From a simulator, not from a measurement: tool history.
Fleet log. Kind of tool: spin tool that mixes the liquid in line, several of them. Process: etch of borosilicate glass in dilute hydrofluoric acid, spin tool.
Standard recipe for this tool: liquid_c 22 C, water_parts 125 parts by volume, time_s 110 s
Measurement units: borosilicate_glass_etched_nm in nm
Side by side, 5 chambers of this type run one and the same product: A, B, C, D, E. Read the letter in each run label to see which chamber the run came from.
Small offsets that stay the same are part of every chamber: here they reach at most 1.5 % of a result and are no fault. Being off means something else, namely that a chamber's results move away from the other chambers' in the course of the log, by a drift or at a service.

run,day,liquid_c,water_parts,time_s,"read-back film thickness of the borosilicate glass reference wafer, read on the same gauge (nm)",borosilicate_glass_etched_nm
1D,0.267,22,125,110,29.994,24.024
2B,0.533,22,125,110,30.007,23.795
3C,0.808,22,125,110,30.041,24.014
4A,1.233,22,125,110,30.008,24.172
# day 1.483: chamber A: hydrofluoric acid flow meter replaced
5E,1.508,22,125,110,30.017,23.892
6A,1.908,18,125,110,29.978,20.811
7D,2.225,18,125,110,29.959,20.47
8E,2.458,18,125,110,29.976,20.449
9C,2.771,18,125,110,30.027,20.687
10B,3.129,18,125,110,30.012,20.296
11A,3.408,22,125,110,29.999,24.343
12B,3.767,22,125,110,30.014,23.892
13C,4.062,22,125,110,29.948,24.128
14E,4.367,22,125,110,29.976,23.713
15D,4.671,22,125,110,30.007,23.948
16E,4.912,22,125,110,29.944,23.995
17C,5.308,22,125,110,30.027,23.96
# day 5.5: chamber E: thermometer replaced
18B,5.754,22,125,110,30.019,23.511
19D,6.083,22,125,110,30.013,23.874
20A,6.312,22,125,110,30.033,24.413
21D,6.612,22,125,110,30.014,23.88
22B,7.038,22,125,110,30.02,23.382
23A,7.383,22,125,110,29.974,24.261
24E,7.804,22,125,110,30.033,24.045
# day 8.079: chamber C: hydrofluoric acid flow meter replaced
25C,8.229,25.5,125,110,30.034,27.401
26B,8.529,25.5,125,110,29.978,26.695
27A,8.817,25.5,125,110,29.952,28.067
28E,9.308,25.5,125,110,29.981,27.254
29D,9.642,25.5,125,110,29.999,27.52
30C,10,22,125,110,30.003,23.801
31C,10.483,22,125,110,29.994,23.987
32B,10.738,22,125,110,30.01,22.871

For the next run the whole fleet of 5 chambers uses the same settings. Give each chamber's results:
33A,11.112,22,125,150,,?
33B,11.112,22,125,150,,?
33C,11.112,22,125,150,,?
33D,11.112,22,125,150,,?
33E,11.112,22,125,150,,?

run,borosilicate_glass_etched_nm
33A,33.392
33B,31.337
33C,32.652
33D,32.57
33E,32.993
